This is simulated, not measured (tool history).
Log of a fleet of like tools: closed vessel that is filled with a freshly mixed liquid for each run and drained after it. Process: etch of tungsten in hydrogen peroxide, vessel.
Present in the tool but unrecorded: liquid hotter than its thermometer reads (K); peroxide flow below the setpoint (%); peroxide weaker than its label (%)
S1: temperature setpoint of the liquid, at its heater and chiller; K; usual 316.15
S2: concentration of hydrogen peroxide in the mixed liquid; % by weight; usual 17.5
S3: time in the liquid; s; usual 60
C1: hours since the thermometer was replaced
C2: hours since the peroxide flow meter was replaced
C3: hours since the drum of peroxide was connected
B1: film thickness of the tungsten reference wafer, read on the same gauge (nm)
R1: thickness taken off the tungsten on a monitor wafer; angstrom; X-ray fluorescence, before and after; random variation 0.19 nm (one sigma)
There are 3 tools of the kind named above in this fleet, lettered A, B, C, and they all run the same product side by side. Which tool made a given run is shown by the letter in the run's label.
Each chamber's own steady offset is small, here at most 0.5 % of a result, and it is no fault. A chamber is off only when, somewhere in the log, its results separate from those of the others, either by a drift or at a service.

run 1A hour=8.3 | S1=316.15 S2=17.5 S3=60 | C1=422.0 C2=559.5 C3=845.8 | B1=79.988 | R1=305.94
run 2B hour=12.6 | S1=316.15 S2=17.5 S3=60 | C1=981.9 C2=341.2 C3=816.1 | B1=79.987 | R1=307.08
run 3C hour=19.3 | S1=316.15 S2=17.5 S3=60 | C1=652.4 C2=609.3 C3=716.1 | B1=79.965 | R1=302.00
run 4C hour=25.7 | S1=316.15 S2=17.5 S3=60 | C1=658.8 C2=615.7 C3=722.5 | B1=79.989 | R1=307.20
run 5B hour=32.0 | S1=316.15 S2=17.5 S3=60 | C1=1001.3 C2=360.6 C3=835.5 | B1=80.014 | R1=306.49
run 6A hour=37.6 | S1=316.15 S2=17.5 S3=60 | C1=451.3 C2=588.8 C3=875.1 | B1=79.988 | R1=306.45
run 7A hour=44.4 | S1=316.15 S2=17.5 S3=60 | C1=458.1 C2=595.6 C3=881.9 | B1=80.047 | R1=302.95
run 8B hour=50.8 | S1=316.15 S2=19.0 S3=60 | C1=1020.1 C2=379.4 C3=854.3 | B1=80.007 | R1=318.94
run 9C hour=58.6 | S1=316.15 S2=19.0 S3=60 | C1=691.7 C2=648.6 C3=755.4 | B1=80.003 | R1=314.74
run 10B hour=65.0 | S1=316.15 S2=19.0 S3=60 | C1=1034.3 C2=393.6 C3=868.5 | B1=79.994 | R1=325.55
run 11C hour=70.1 | S1=316.15 S2=17.5 S3=60 | C1=703.2 C2=660.1 C3=766.9 | B1=79.984 | R1=307.59
run 12A hour=77.3 | S1=316.15 S2=17.5 S3=60 | C1=491.0 C2=628.5 C3=914.8 | B1=80.030 | R1=305.84
run 13C hour=83.6 | S1=316.15 S2=20.5 S3=60 | C1=716.7 C2=673.6 C3=780.4 | B1=79.984 | R1=327.01
run 14B hour=91.9 | S1=316.15 S2=20.5 S3=60 | C1=1061.2 C2=420.5 C3=895.4 | B1=79.998 | R1=342.47
-- hour=95.8 chamber A: peroxide flow meter replaced
run 15A hour=96.3 | S1=316.15 S2=20.5 S3=60 | C1=510.0 C2=0.6 C3=933.8 | B1=80.036 | R1=332.75
run 16C hour=103.6 | S1=309.15 S2=17.5 S3=75 | C1=736.7 C2=693.6 C3=800.4 | B1=80.005 | R1=243.05
run 17B hour=111.9 | S1=309.15 S2=17.5 S3=75 | C1=1081.2 C2=440.5 C3=915.4 | B1=80.021 | R1=249.70
run 18A hour=120.7 | S1=309.15 S2=17.5 S3=75 | C1=534.4 C2=25.0 C3=958.2 | B1=79.983 | R1=244.47
run 19C hour=127.2 | S1=316.15 S2=17.5 S3=60 | C1=760.3 C2=717.2 C3=824.0 | B1=79.992 | R1=308.79
run 20B hour=133.0 | S1=308.15 S2=17.5 S3=60 | C1=1102.3 C2=461.6 C3=936.5 | B1=80.022 | R1=191.85
run 21A hour=140.0 | S1=308.15 S2=17.5 S3=60 | C1=553.7 C2=44.3 C3=977.5 | B1=80.012 | R1=182.18
run 22B hour=148.3 | S1=308.15 S2=17.5 S3=60 | C1=1117.6 C2=476.9 C3=951.8 | B1=79.998 | R1=192.34
run 23C hour=155.5 | S1=316.15 S2=17.5 S3=60 | C1=788.6 C2=745.5 C3=852.3 | B1=80.003 | R1=304.97
run 24A hour=160.0 | S1=316.15 S2=17.5 S3=60 | C1=573.7 C2=64.3 C3=997.5 | B1=80.021 | R1=309.28
-- hour=162.8 chamber A: thermometer replaced
run 25B hour=167.2 | S1=316.15 S2=17.5 S3=60 | C1=1136.5 C2=495.8 C3=970.7 | B1=79.989 | R1=327.38
run 26A hour=175.4 | S1=311.15 S2=22.5 S3=60 | C1=12.6 C2=79.7 C3=1012.9 | B1=79.986 | R1=252.39
run 27C hour=183.1 | S1=311.15 S2=22.5 S3=60 | C1=816.2 C2=773.1 C3=879.9 | B1=80.017 | R1=251.23
run 28B hour=191.2 | S1=311.15 S2=22.5 S3=60 | C1=1160.5 C2=519.8 C3=994.7 | B1=79.993 | R1=269.93
run 29C hour=199.7 | S1=316.15 S2=17.5 S3=90 | C1=832.8 C2=789.7 C3=896.5 | B1=79.978 | R1=452.76

Does one chamber stand apart from the rest, does the shared gauge drift, or is all well apart from small per-chamber offsets? Give the chamber and the most likely cause, where there is one.

One chamber, B, drifts off from the rest bit by bit.
What lies behind it: liquid hotter than its thermometer reads (K) = 1.42.

Here are 4 candidates for chamber B's next run, each the usual settings with a change, their results left as question marks. Which one brings its results back in line with what the others give on the usual settings?
Allowed miss from the other chambers' usual-settings mean, per result, to count as in line: R1 6.70 angstrom
run 30B-1 hour=206.1 | S1=316.15 S2=16.0 S3=60 | R1=?
run 30B-2 hour=206.1 | S1=316.15 S2=19.0 S3=60 | R1=?
run 30B-3 hour=206.1 | S1=316.15 S2=14.5 S3=60 | R1=?
run 30B-4 hour=206.1 | S1=316.15 S2=21.0 S3=60 | R1=?

Other chambers, usual settings, mean: R1 305.33 angstrom
run=30B-1 R1=320.33
run=30B-2 R1=349.09
run=30B-3 R1=304.93
run=30B-4 R1=367.02
30B-3 is the one that brings the chamber's results back in line with the other chambers.
